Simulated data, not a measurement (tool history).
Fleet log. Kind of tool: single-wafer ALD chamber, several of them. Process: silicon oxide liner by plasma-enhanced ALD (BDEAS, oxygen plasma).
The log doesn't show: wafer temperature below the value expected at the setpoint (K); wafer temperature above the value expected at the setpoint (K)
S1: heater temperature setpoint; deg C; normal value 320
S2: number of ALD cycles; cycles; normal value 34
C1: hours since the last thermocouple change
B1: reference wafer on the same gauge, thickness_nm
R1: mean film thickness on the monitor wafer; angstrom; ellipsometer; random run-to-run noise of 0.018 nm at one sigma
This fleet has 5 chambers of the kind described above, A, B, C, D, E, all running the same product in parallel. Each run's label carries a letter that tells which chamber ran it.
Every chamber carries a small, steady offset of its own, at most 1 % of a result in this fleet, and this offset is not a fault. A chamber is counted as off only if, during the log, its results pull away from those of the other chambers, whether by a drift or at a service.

run 1E hour=9.9 | S1=320 S2=34 | C1=12.7 | B1=3.0587 | R1=30.539
run 2A hour=19.6 | S1=320 S2=34 | C1=686.6 | B1=3.0594 | R1=31.136
run 3B hour=25 | S1=320 S2=34 | C1=488.2 | B1=3.0583 | R1=30.565
run 4C hour=30.1 | S1=320 S2=34 | C1=1632.9 | B1=3.0585 | R1=30.064
run 5D hour=40.6 | S1=320 S2=34 | C1=256.7 | B1=3.0627 | R1=30.574
run 6B hour=47.8 | S1=320 S2=34 | C1=511 | B1=3.0615 | R1=30.855
run 7A hour=56 | S1=320 S2=34 | C1=723 | B1=3.0607 | R1=31.059
run 8E hour=63.8 | S1=320 S2=34 | C1=66.6 | B1=3.0604 | R1=30.59
run 9C hour=69.6 | S1=320 S2=34 | C1=1672.4 | B1=3.0597 | R1=30.547
run 10D hour=74.6 | S1=320 S2=34 | C1=290.7 | B1=3.0609 | R1=30.57
run 11A hour=79.7 | S1=320 S2=34 | C1=746.7 | B1=3.0607 | R1=30.897
run 12C hour=88.5 | S1=320 S2=34 | C1=1691.3 | B1=3.0629 | R1=30.455
run 13B hour=95.4 | S1=320 S2=34 | C1=558.6 | B1=3.0635 | R1=31.01
run 14E hour=105.8 | S1=320 S2=34 | C1=108.6 | B1=3.0586 | R1=30.426
run 15D hour=113.6 | S1=320 S2=39 | C1=329.7 | B1=3.0603 | R1=34.861
run 16D hour=120.5 | S1=320 S2=39 | C1=336.6 | B1=3.0607 | R1=35.267
run 17A hour=126.5 | S1=320 S2=39 | C1=793.5 | B1=3.0603 | R1=35.593
run 18E hour=136.6 | S1=320 S2=39 | C1=139.4 | B1=3.0614 | R1=35.151
run 19C hour=142.9 | S1=320 S2=39 | C1=1745.7 | B1=3.0602 | R1=35.095
run 20B hour=150.6 | S1=320 S2=34 | C1=613.8 | B1=3.0588 | R1=30.918
run 21D hour=158.3 | S1=320 S2=34 | C1=374.4 | B1=3.0624 | R1=30.434
run 22E hour=163.8 | S1=308 S2=34 | C1=166.6 | B1=3.0587 | R1=31.237
run 23A hour=174 | S1=308 S2=34 | C1=841 | B1=3.057 | R1=31.507
run 24B hour=181 | S1=308 S2=34 | C1=644.2 | B1=3.056 | R1=31.222
run 25C hour=187.1 | S1=308 S2=34 | C1=1789.9 | B1=3.0604 | R1=31.015
run 26E hour=193.8 | S1=308 S2=34 | C1=196.6 | B1=3.0632 | R1=31.14
run 27A hour=202.7 | S1=320 S2=34 | C1=869.7 | B1=3.0609 | R1=31.078
run 28B hour=208.1 | S1=320 S2=34 | C1=671.3 | B1=3.0632 | R1=30.524
run 29D hour=218.8 | S1=320 S2=34 | C1=434.9 | B1=3.0637 | R1=30.484
run 30C hour=228.4 | S1=320 S2=34 | C1=1831.2 | B1=3.0577 | R1=30.609
run 31E hour=233.6 | S1=324 S2=34 | C1=236.4 | B1=3.0549 | R1=30.422
run 32A hour=243.6 | S1=324 S2=34 | C1=910.6 | B1=3.0674 | R1=30.926
run 33B hour=250.5 | S1=324 S2=34 | C1=713.7 | B1=3.0665 | R1=30.312
run 34C hour=256 | S1=324 S2=34 | C1=1858.8 | B1=3.0568 | R1=30.366
run 35D hour=264.8 | S1=324 S2=34 | C1=480.9 | B1=3.0565 | R1=30.559
run 36E hour=274.7 | S1=320 S2=34 | C1=277.5 | B1=3.0607 | R1=30.252
run 37B hour=281.8 | S1=320 S2=34 | C1=745 | B1=3.0562 | R1=30.873
run 38A hour=287.8 | S1=320 S2=34 | C1=954.8 | B1=3.0596 | R1=30.624
run 39D hour=294.6 | S1=320 S2=34 | C1=510.7 | B1=3.0648 | R1=30.603
run 40C hour=302.6 | S1=320 S2=34 | C1=1905.4 | B1=3.0627 | R1=30.737
run 41B hour=310.4 | S1=320 S2=34 | C1=773.6 | B1=3.0602 | R1=30.587
run 42C hour=319.7 | S1=320 S2=34 | C1=1922.5 | B1=3.0623 | R1=30.389
run 43E hour=326.2 | S1=320 S2=34 | C1=329 | B1=3.0642 | R1=30.537
run 44A hour=331.7 | S1=320 S2=34 | C1=998.7 | B1=3.0573 | R1=31.017

All 5 chambers run these settings next. Forecast each chamber's results:
run 45A hour=339.3 | S1=320 S2=34 | R1=?
run 45B hour=339.3 | S1=320 S2=34 | R1=?
run 45C hour=339.3 | S1=320 S2=34 | R1=?
run 45D hour=339.3 | S1=320 S2=34 | R1=?
run 45E hour=339.3 | S1=320 S2=34 | R1=?

run=45A R1=30.682
run=45B R1=30.598
run=45C R1=30.463
run=45D R1=30.444
run=45E R1=30.477
